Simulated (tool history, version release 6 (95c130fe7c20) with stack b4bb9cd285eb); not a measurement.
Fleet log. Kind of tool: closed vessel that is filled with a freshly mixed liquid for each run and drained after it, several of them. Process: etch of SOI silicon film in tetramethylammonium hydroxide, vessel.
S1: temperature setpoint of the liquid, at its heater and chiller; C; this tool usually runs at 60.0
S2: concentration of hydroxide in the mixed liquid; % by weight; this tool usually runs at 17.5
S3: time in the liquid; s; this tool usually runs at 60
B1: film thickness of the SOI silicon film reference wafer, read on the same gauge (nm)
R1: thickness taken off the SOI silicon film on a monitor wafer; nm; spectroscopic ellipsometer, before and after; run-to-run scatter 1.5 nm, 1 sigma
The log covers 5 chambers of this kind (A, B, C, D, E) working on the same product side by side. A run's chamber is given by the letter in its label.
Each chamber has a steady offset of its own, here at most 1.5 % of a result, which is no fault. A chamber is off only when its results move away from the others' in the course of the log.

run	day	S1	S2	S3	B1	R1
1B	0.146	60.0	17.5	60	109.99	180.22
2A	0.283	60.0	17.5	60	110.00	180.33
3C	0.471	60.0	17.5	60	110.01	181.10
4E	0.733	60.0	17.5	60	110.02	180.77
5D	0.921	60.0	17.5	60	109.98	181.81
6A	1.121	60.0	17.5	60	110.01	180.68
7D	1.338	60.0	17.5	60	109.99	180.68
8E	1.500	60.0	17.5	60	110.02	180.41
9C	1.725	60.0	17.5	60	110.03	179.69
10B	1.996	60.0	17.5	60	109.99	179.26
11B	2.229	60.0	17.5	60	110.01	178.96
12A	2.396	60.0	17.5	60	110.01	178.67
13C	2.542	64.0	17.5	60	110.00	232.08
14D	2.667	64.0	17.5	60	109.99	232.79
15E	2.829	64.0	17.5	60	109.99	234.14
16E	3.058	64.0	17.5	60	109.96	229.00
17A	3.242	64.0	17.5	60	109.99	227.62
18D	3.433	60.0	17.5	60	109.99	181.91
# day 3.454: chamber A: hydroxide flow meter replaced
19B	3.650	57.5	13.0	60	110.01	172.92
20C	3.812	57.5	13.0	60	110.01	172.59
21C	3.996	57.5	13.0	60	109.99	172.65
22E	4.250	57.5	13.0	60	110.01	176.46
23D	4.467	57.5	13.0	60	110.00	183.85
24B	4.600	60.0	15.5	95	110.01	296.73
# day 4.646: chamber B: hydroxide flow meter replaced
25A	4.758	60.0	15.5	95	110.00	295.07
26E	4.900	60.0	15.5	95	109.99	300.39
# day 5.046: chamber D: hydroxide flow meter replaced
27B	5.150	60.0	15.5	95	110.01	295.77
28A	5.408	60.0	15.5	95	110.01	295.29
29D	5.575	60.0	17.5	60	109.98	190.96
30C	5.758	60.0	17.5	60	110.05	180.92
31C	6.021	60.0	17.5	60	110.01	178.12
32E	6.258	60.0	17.5	60	110.02	180.89
33A	6.396	67.0	17.5	60	109.99	275.68

Is one chamber off against the others, does the gauge drift, or is nothing wrong? If a chamber is off, say which, and what the likeliest cause is.

It is chamber D that slowly wanders off from its peers.
Cause: liquid hotter than its thermometer reads (K) = 0.921.

Here are 4 candidates for chamber D's next run, each the usual settings with a change, their results left as question marks. Which one brings its results back in line with what the others give on the usual settings?
A result is in line if it is within this distance of the other chambers' mean on the usual settings: R1 5.40 nm
34D-1	6.592	60.0	20.5	60		?
34D-2	6.592	58.0	18.0	60		?
34D-3	6.592	61.0	17.5	65		?
34D-4	6.592	61.0	17.5	60		?

Average result of the remaining chambers running the usual settings: R1 179.87 nm
run	R1
34D-1	179.54
34D-2	168.01
34D-3	221.92
34D-4	204.85
34D-1 brings the chamber back in line.
